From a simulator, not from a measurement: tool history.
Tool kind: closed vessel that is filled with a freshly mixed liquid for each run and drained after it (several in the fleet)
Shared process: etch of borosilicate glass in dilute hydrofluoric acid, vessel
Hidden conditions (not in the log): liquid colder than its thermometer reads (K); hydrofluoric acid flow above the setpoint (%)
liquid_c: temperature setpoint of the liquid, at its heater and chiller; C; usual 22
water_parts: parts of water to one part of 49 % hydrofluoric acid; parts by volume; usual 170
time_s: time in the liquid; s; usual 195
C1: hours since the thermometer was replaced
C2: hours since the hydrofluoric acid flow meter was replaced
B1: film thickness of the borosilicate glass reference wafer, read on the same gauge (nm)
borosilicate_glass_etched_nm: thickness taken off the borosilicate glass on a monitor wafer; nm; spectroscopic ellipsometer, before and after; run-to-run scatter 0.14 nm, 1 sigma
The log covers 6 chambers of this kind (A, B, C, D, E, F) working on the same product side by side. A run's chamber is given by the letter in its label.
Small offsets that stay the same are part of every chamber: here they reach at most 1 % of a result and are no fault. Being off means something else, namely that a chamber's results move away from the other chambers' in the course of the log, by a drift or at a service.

{"run": "1A", "hour": 2.5, "liquid_c": 22, "water_parts": 170, "time_s": 195, "C1": 2073.4, "C2": 589, "B1": 29.993, "borosilicate_glass_etched_nm": 32.252}
{"run": "2B", "hour": 6.5, "liquid_c": 22, "water_parts": 170, "time_s": 195, "C1": 703.7, "C2": 101.8, "B1": 30.02, "borosilicate_glass_etched_nm": 32.542}
{"run": "3F", "hour": 8.6, "liquid_c": 22, "water_parts": 170, "time_s": 195, "C1": 888.9, "C2": 202.1, "B1": 29.984, "borosilicate_glass_etched_nm": 32.307}
{"run": "4C", "hour": 11.8, "liquid_c": 22, "water_parts": 170, "time_s": 195, "C1": 146.6, "C2": 896.3, "B1": 29.964, "borosilicate_glass_etched_nm": 32.201}
{"run": "5E", "hour": 15.5, "liquid_c": 22, "water_parts": 170, "time_s": 195, "C1": 1040.7, "C2": 1969.9, "B1": 29.978, "borosilicate_glass_etched_nm": 31.976}
{"run": "6D", "hour": 18.4, "liquid_c": 22, "water_parts": 170, "time_s": 195, "C1": 1176, "C2": 606.9, "B1": 29.95, "borosilicate_glass_etched_nm": 32.393}
{"run": "7F", "hour": 22.0, "liquid_c": 22, "water_parts": 170, "time_s": 195, "C1": 902.3, "C2": 215.5, "B1": 29.998, "borosilicate_glass_etched_nm": 32.215}
{"run": "8A", "hour": 25.6, "liquid_c": 22, "water_parts": 170, "time_s": 195, "C1": 2096.5, "C2": 612.1, "B1": 29.984, "borosilicate_glass_etched_nm": 31.989}
{"run": "9D", "hour": 27.7, "liquid_c": 22, "water_parts": 170, "time_s": 195, "C1": 1185.3, "C2": 616.2, "B1": 29.968, "borosilicate_glass_etched_nm": 32.258}
{"hour": 28.4, "done": "chamber E: hydrofluoric acid flow meter replaced"}
{"run": "10B", "hour": 30.0, "liquid_c": 22, "water_parts": 170, "time_s": 195, "C1": 727.2, "C2": 125.3, "B1": 30.023, "borosilicate_glass_etched_nm": 32.256}
{"run": "11E", "hour": 32.6, "liquid_c": 22, "water_parts": 170, "time_s": 195, "C1": 1057.8, "C2": 4.3, "B1": 30.025, "borosilicate_glass_etched_nm": 31.894}
{"run": "12C", "hour": 35.1, "liquid_c": 22, "water_parts": 170, "time_s": 195, "C1": 169.9, "C2": 919.6, "B1": 30.023, "borosilicate_glass_etched_nm": 32.1}
{"hour": 37.5, "done": "chamber F: thermometer replaced"}
{"run": "13F", "hour": 38.3, "liquid_c": 18.5, "water_parts": 250, "time_s": 195, "C1": 0.9, "C2": 231.8, "B1": 30.025, "borosilicate_glass_etched_nm": 17.914}
{"run": "14C", "hour": 41.0, "liquid_c": 18.5, "water_parts": 250, "time_s": 195, "C1": 175.8, "C2": 925.5, "B1": 29.978, "borosilicate_glass_etched_nm": 17.702}
{"run": "15A", "hour": 44.0, "liquid_c": 18.5, "water_parts": 250, "time_s": 195, "C1": 2114.9, "C2": 630.5, "B1": 29.985, "borosilicate_glass_etched_nm": 17.69}
{"run": "16B", "hour": 46.6, "liquid_c": 18.5, "water_parts": 250, "time_s": 195, "C1": 743.8, "C2": 141.9, "B1": 29.99, "borosilicate_glass_etched_nm": 17.683}
{"run": "17E", "hour": 49.5, "liquid_c": 18.5, "water_parts": 250, "time_s": 195, "C1": 1074.7, "C2": 21.2, "B1": 30.014, "borosilicate_glass_etched_nm": 17.615}
{"run": "18D", "hour": 52.6, "liquid_c": 18.5, "water_parts": 250, "time_s": 195, "C1": 1210.2, "C2": 641.1, "B1": 30.065, "borosilicate_glass_etched_nm": 17.542}
{"run": "19F", "hour": 56.5, "liquid_c": 22, "water_parts": 170, "time_s": 195, "C1": 19.1, "C2": 250, "B1": 30.001, "borosilicate_glass_etched_nm": 32.666}
{"run": "20D", "hour": 59.7, "liquid_c": 22, "water_parts": 170, "time_s": 195, "C1": 1217.3, "C2": 648.2, "B1": 30.046, "borosilicate_glass_etched_nm": 32.518}
{"run": "21E", "hour": 62.8, "liquid_c": 22, "water_parts": 170, "time_s": 195, "C1": 1088, "C2": 34.5, "B1": 30.044, "borosilicate_glass_etched_nm": 32.06}
{"run": "22C", "hour": 65.6, "liquid_c": 22, "water_parts": 170, "time_s": 195, "C1": 200.4, "C2": 950.1, "B1": 29.991, "borosilicate_glass_etched_nm": 32.048}
{"run": "23B", "hour": 67.6, "liquid_c": 22, "water_parts": 170, "time_s": 195, "C1": 764.8, "C2": 162.9, "B1": 29.983, "borosilicate_glass_etched_nm": 31.952}
{"run": "24A", "hour": 70.7, "liquid_c": 22, "water_parts": 170, "time_s": 195, "C1": 2141.6, "C2": 657.2, "B1": 30.02, "borosilicate_glass_etched_nm": 32.181}
{"run": "25D", "hour": 73.9, "liquid_c": 22, "water_parts": 170, "time_s": 195, "C1": 1231.5, "C2": 662.4, "B1": 29.979, "borosilicate_glass_etched_nm": 32.542}
{"run": "26A", "hour": 76.2, "liquid_c": 22, "water_parts": 170, "time_s": 195, "C1": 2147.1, "C2": 662.7, "B1": 29.999, "borosilicate_glass_etched_nm": 32.367}
{"run": "27E", "hour": 80.4, "liquid_c": 22, "water_parts": 170, "time_s": 195, "C1": 1105.6, "C2": 52.1, "B1": 29.986, "borosilicate_glass_etched_nm": 32.007}
{"run": "28B", "hour": 82.5, "liquid_c": 22, "water_parts": 170, "time_s": 195, "C1": 779.7, "C2": 177.8, "B1": 30.046, "borosilicate_glass_etched_nm": 31.943}
{"run": "29C", "hour": 84.5, "liquid_c": 22, "water_parts": 170, "time_s": 195, "C1": 219.3, "C2": 969, "B1": 30.046, "borosilicate_glass_etched_nm": 32.232}
{"run": "30F", "hour": 86.6, "liquid_c": 22, "water_parts": 170, "time_s": 195, "C1": 49.2, "C2": 280.1, "B1": 30.028, "borosilicate_glass_etched_nm": 32.287}
{"run": "31E", "hour": 90.7, "liquid_c": 22, "water_parts": 170, "time_s": 195, "C1": 1115.9, "C2": 62.4, "B1": 30.013, "borosilicate_glass_etched_nm": 32.092}
{"run": "32B", "hour": 94.0, "liquid_c": 22, "water_parts": 170, "time_s": 195, "C1": 791.2, "C2": 189.3, "B1": 29.992, "borosilicate_glass_etched_nm": 31.747}
{"run": "33A", "hour": 96.2, "liquid_c": 22, "water_parts": 170, "time_s": 195, "C1": 2167.1, "C2": 682.7, "B1": 29.988, "borosilicate_glass_etched_nm": 32.32}
{"run": "34F", "hour": 98.6, "liquid_c": 22, "water_parts": 170, "time_s": 195, "C1": 61.2, "C2": 292.1, "B1": 30, "borosilicate_glass_etched_nm": 32.312}
{"run": "35D", "hour": 102.3, "liquid_c": 22, "water_parts": 170, "time_s": 195, "C1": 1259.9, "C2": 690.8, "B1": 30.028, "borosilicate_glass_etched_nm": 32.531}
{"run": "36C", "hour": 106.1, "liquid_c": 22, "water_parts": 170, "time_s": 195, "C1": 240.9, "C2": 990.6, "B1": 30.028, "borosilicate_glass_etched_nm": 32.03}
{"run": "37B", "hour": 108.8, "liquid_c": 22, "water_parts": 170, "time_s": 195, "C1": 806, "C2": 204.1, "B1": 30.026, "borosilicate_glass_etched_nm": 31.508}
{"run": "38F", "hour": 110.8, "liquid_c": 22, "water_parts": 170, "time_s": 195, "C1": 73.4, "C2": 304.3, "B1": 30.045, "borosilicate_glass_etched_nm": 32.322}
{"run": "39D", "hour": 112.9, "liquid_c": 22, "water_parts": 170, "time_s": 195, "C1": 1270.5, "C2": 701.4, "B1": 29.999, "borosilicate_glass_etched_nm": 32.219}
{"run": "40E", "hour": 115.8, "liquid_c": 22, "water_parts": 170, "time_s": 195, "C1": 1141, "C2": 87.5, "B1": 29.987, "borosilicate_glass_etched_nm": 32.003}
{"run": "41C", "hour": 119.9, "liquid_c": 22, "water_parts": 170, "time_s": 195, "C1": 254.7, "C2": 1004.4, "B1": 29.996, "borosilicate_glass_etched_nm": 32.049}

Decide between three cases: one chamber stands off from its peers, the gauge reading all wafers drifts, or nothing is wrong past each chamber's small offset. Where a chamber is off, say which and what most likely put it there.

Little by little, chamber B moves away from the other chambers.
Cause: liquid colder than its thermometer reads (K) = 0.975.
The log may not tell that from: hydrofluoric acid flow below the setpoint (%).

Which of the 4 candidates below, each the usual settings with something changed and its results left as question marks, puts chamber B back in line with what the other chambers give on the usual settings?
Allowed miss from the other chambers' usual-settings mean, per result, to count as in line: borosilicate_glass_etched_nm 0.5 nm
{"run": "42B-1", "hour": 123.0, "liquid_c": 22, "water_parts": 165, "time_s": 195, "borosilicate_glass_etched_nm": "?"}
{"run": "42B-2", "hour": 123.0, "liquid_c": 22, "water_parts": 175, "time_s": 195, "borosilicate_glass_etched_nm": "?"}
{"run": "42B-3", "hour": 123.0, "liquid_c": 22, "water_parts": 165, "time_s": 200, "borosilicate_glass_etched_nm": "?"}
{"run": "42B-4", "hour": 123.0, "liquid_c": 22, "water_parts": 175, "time_s": 190, "borosilicate_glass_etched_nm": "?"}

Mean of the other chambers on the usual settings: borosilicate_glass_etched_nm 32.219 nm
run=42B-1 borosilicate_glass_etched_nm=32.325
run=42B-2 borosilicate_glass_etched_nm=30.133
run=42B-3 borosilicate_glass_etched_nm=33.154
run=42B-4 borosilicate_glass_etched_nm=29.36
42B-1 brings the chamber back in line.

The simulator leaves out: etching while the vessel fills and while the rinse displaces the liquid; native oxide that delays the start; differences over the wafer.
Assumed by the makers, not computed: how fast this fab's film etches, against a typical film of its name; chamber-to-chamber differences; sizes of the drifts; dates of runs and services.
